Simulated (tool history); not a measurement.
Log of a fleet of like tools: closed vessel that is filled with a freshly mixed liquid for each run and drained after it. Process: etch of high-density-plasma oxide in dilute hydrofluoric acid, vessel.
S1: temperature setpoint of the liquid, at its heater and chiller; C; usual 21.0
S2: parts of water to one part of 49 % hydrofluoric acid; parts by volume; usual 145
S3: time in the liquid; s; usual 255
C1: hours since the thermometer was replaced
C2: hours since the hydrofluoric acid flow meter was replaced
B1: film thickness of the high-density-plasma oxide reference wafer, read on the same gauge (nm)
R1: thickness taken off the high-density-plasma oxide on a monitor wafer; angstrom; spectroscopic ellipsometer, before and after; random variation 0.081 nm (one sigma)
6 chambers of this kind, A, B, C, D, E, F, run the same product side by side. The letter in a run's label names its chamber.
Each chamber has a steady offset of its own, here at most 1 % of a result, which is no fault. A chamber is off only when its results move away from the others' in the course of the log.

run	hour	S1	S2	S3	C1	C2	B1	R1
1A	4.9	21.0	145	255	1326.8	101.5	60.010	105.860
2E	8.8	21.0	145	255	2443.4	1013.4	59.999	106.980
3F	12.5	21.0	145	255	702.9	295.1	60.013	104.270
4C	18.4	21.0	145	255	1318.5	284.5	59.990	105.250
5B	25.6	21.0	145	255	274.8	367.2	59.992	106.150
6D	30.8	21.0	145	255	1490.4	330.4	59.989	104.760
7E	37.9	21.0	145	255	2472.5	1042.5	60.006	105.090
8A	45.4	21.0	145	255	1367.3	142.0	59.986	105.240
9C	53.5	21.0	90	255	1353.6	319.6	60.028	179.100
10D	60.7	21.0	90	255	1520.3	360.3	60.017	179.630
11B	64.3	21.0	90	255	313.5	405.9	59.997	180.540
12F	68.5	21.0	90	255	758.9	351.1	60.004	178.160
13A	73.6	21.0	90	255	1395.5	170.2	60.019	178.920
14D	80.6	21.0	90	255	1540.2	380.2	59.991	179.340
15B	84.9	21.0	145	255	334.1	426.5	59.996	104.390
16E	92.5	25.5	120	255	2527.1	1097.1	60.003	153.970
17C	98.7	25.5	120	255	1398.8	364.8	59.985	157.960
18F	103.5	25.5	120	255	793.9	386.1	60.003	155.320
19A	107.1	25.5	120	255	1429.0	203.7	60.013	155.260
20D	114.6	25.5	120	255	1574.2	414.2	60.023	155.400
21B	120.3	25.5	120	255	369.5	461.9	60.009	152.780
22C	126.9	21.0	145	255	1427.0	393.0	60.005	105.870
23F	130.4	21.0	145	255	820.8	413.0	60.023	104.970
24E	134.6	21.0	145	115	2569.2	1139.2	60.017	47.369
# hour 139.7: chamber E: thermometer replaced
25E	140.7	21.0	145	115	1.0	1145.3	59.990	46.532
26A	145.8	21.0	145	115	1467.7	242.4	60.031	47.676
27D	150.5	21.0	145	115	1610.1	450.1	59.989	48.090
28C	155.2	21.0	145	115	1455.3	421.3	60.015	47.476
29B	161.9	21.0	145	115	411.1	503.5	60.016	47.040
30F	167.8	22.5	170	255	858.2	450.4	59.977	92.777
31C	173.1	22.5	170	255	1473.2	439.2	60.006	93.419
32D	177.3	22.5	170	255	1636.9	476.9	60.005	93.472
33E	184.8	22.5	170	255	45.1	1189.4	60.010	87.409
34F	189.1	22.5	170	255	879.5	471.7	59.962	92.887
35A	196.3	22.5	170	255	1518.2	292.9	60.034	93.988
36B	200.2	21.0	145	255	449.4	541.8	59.995	104.050
37B	207.4	21.0	145	255	456.6	549.0	60.024	103.410
38F	211.3	21.0	145	255	901.7	493.9	59.978	105.920

What goes on in this fleet: one chamber off, a drifting gauge, or nothing beyond the chambers' own small offsets? Name the chamber and the cause, if any.

Chamber E drifts away from the others.
Cause: hydrofluoric acid flow below the setpoint (%) = 5.67.

Here are 4 candidates for chamber E's next run, each the usual settings with a change, their results left as question marks. Which one brings its results back in line with what the others give on the usual settings?
In line means no further than this from the other chambers' mean on the usual settings: R1 2.800 angstrom
39E-1	217.1	21.0	150	235				?
39E-2	217.1	22.5	145	255				?
39E-3	217.1	21.0	150	250				?
39E-4	217.1	21.0	130	255				?

The other chambers' mean on the usual settings: R1 105.100 angstrom
run	R1
39E-1	87.847
39E-2	105.100
39E-3	93.455
39E-4	112.340
39E-2 brings the chamber back in line.
